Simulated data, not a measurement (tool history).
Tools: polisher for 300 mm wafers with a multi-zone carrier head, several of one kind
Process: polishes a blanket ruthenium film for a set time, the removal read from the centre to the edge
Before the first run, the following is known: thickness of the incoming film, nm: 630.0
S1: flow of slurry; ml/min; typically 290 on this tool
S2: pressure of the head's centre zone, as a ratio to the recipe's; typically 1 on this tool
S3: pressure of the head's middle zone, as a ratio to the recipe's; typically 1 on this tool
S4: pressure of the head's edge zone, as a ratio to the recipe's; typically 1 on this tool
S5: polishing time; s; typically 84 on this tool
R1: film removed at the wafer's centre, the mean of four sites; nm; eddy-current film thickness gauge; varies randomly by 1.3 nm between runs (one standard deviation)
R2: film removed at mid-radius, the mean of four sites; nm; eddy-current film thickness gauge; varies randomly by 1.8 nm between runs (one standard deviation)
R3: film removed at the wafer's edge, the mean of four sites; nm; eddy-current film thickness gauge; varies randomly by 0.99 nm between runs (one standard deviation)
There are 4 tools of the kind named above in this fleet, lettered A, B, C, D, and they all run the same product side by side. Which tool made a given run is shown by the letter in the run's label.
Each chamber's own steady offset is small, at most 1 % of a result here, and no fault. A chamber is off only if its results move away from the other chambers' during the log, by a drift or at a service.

| run | hour | S1 | S2 | S3 | S4 | S5 | R1 | R2 | R3 |
|---|---|---|---|---|---|---|---|---|---|
| 1B | 6.8 | 290 | 1 | 1 | 1 | 84 | 138.26 | 136.27 | 136.95 |
|  | 10 | chamber B: worn pad replaced by a new one |
| 2D | 11.7 | 290 | 1 | 1 | 1 | 84 | 137.95 | 138.52 | 137.26 |
| 3A | 19.4 | 290 | 1 | 1 | 1 | 84 | 136.07 | 140.21 | 139.76 |
| 4C | 27.4 | 290 | 1 | 1 | 1 | 84 | 138.04 | 138.91 | 138.72 |
| 5D | 32.9 | 290 | 1 | 1 | 1 | 84 | 135.97 | 133.91 | 137.62 |
|  | 36.1 | chamber C: worn pad replaced by a new one |
| 6C | 40 | 290 | 1 | 1 | 1 | 84 | 137.3 | 136.36 | 136.79 |
| 7B | 46.2 | 290 | 1 | 1 | 1 | 84 | 138.12 | 139.9 | 135.95 |
| 8A | 56.2 | 290 | 1 | 1 | 1 | 84 | 135.09 | 140.76 | 139.1 |
| 9C | 65.9 | 290 | 1 | 1 | 1 | 84 | 138.96 | 134.88 | 138.47 |
|  | 68.9 | chamber D: worn pad replaced by a new one |
| 10A | 76.1 | 290 | 1 | 1 | 1.06 | 84 | 136.89 | 134.47 | 144.51 |
| 11D | 82.1 | 290 | 1 | 1 | 1.06 | 84 | 137.58 | 135.63 | 142.59 |
| 12B | 88.8 | 290 | 1 | 1 | 1.06 | 84 | 135.87 | 137.59 | 141.6 |
| 13A | 94.2 | 290 | 1 | 1 | 1.06 | 84 | 135.58 | 136.97 | 141.52 |
|  | 95.9 | chamber A: centre zone pressure recalibrated |
| 14B | 104.4 | 290 | 1 | 1 | 1 | 84 | 135.57 | 136.47 | 135.71 |
| 15C | 109.7 | 380 | 1 | 1 | 1 | 84 | 140.84 | 138.61 | 141.56 |
|  | 114 | chamber A: edge zone pressure recalibrated |
|  | 117.1 | chamber A: worn pad replaced by a new one |
| 16D | 117.9 | 380 | 1 | 1 | 1 | 84 | 141.04 | 140.58 | 139.24 |
| 17A | 122.8 | 380 | 1 | 1 | 1 | 84 | 131.53 | 141.11 | 142.69 |
|  | 127.6 | chamber C: worn pad replaced by a new one |
|  | 129.1 | chamber B: centre zone pressure recalibrated |
| 18C | 133 | 380 | 1 | 1 | 1 | 84 | 139.32 | 140.98 | 141.62 |
| 19D | 140.7 | 290 | 1 | 1 | 1 | 84 | 139.72 | 137.74 | 136.14 |
| 20B | 147.4 | 290 | 1 | 1 | 1 | 84 | 138.13 | 138.5 | 135.26 |
| 21A | 156 | 290 | 1 | 1 | 1 | 84 | 130.18 | 136.2 | 139.18 |
|  | 157.4 | chamber D: slurry nozzle cleaned |
|  | 160 | chamber B: worn pad replaced by a new one |
| 22D | 162.4 | 290 | 1 | 1 | 1 | 84 | 141.23 | 137.25 | 136.85 |
| 23C | 171.2 | 290 | 1 | 1 | 1 | 84 | 135.44 | 138.09 | 138.67 |
| 24B | 180.6 | 290 | 1 | 1 | 1 | 84 | 136.84 | 137.05 | 137.71 |
| 25D | 188.5 | 290 | 1 | 1 | 1 | 84 | 136.08 | 138.7 | 137.77 |
| 26C | 196 | 290 | 1.06 | 1 | 1 | 59 | 103.8 | 95.3 | 96.961 |

Each of the 4 chambers runs these same settings next. Fill in every chamber's results:
| 27A | 203.4 | 350 | 1 | 1 | 1 | 84 | ? | ? | ? |
| 27B | 203.4 | 350 | 1 | 1 | 1 | 84 | ? | ? | ? |
| 27C | 203.4 | 350 | 1 | 1 | 1 | 84 | ? | ? | ? |
| 27D | 203.4 | 350 | 1 | 1 | 1 | 84 | ? | ? | ? |

| run | R1 | R2 | R3 |
|---|---|---|---|
| 27A | 129.64 | 138.55 | 139.92 |
| 27B | 139.47 | 143.34 | 139.11 |
| 27C | 143.16 | 138.15 | 141.56 |
| 27D | 142.37 | 143.6 | 138.19 |
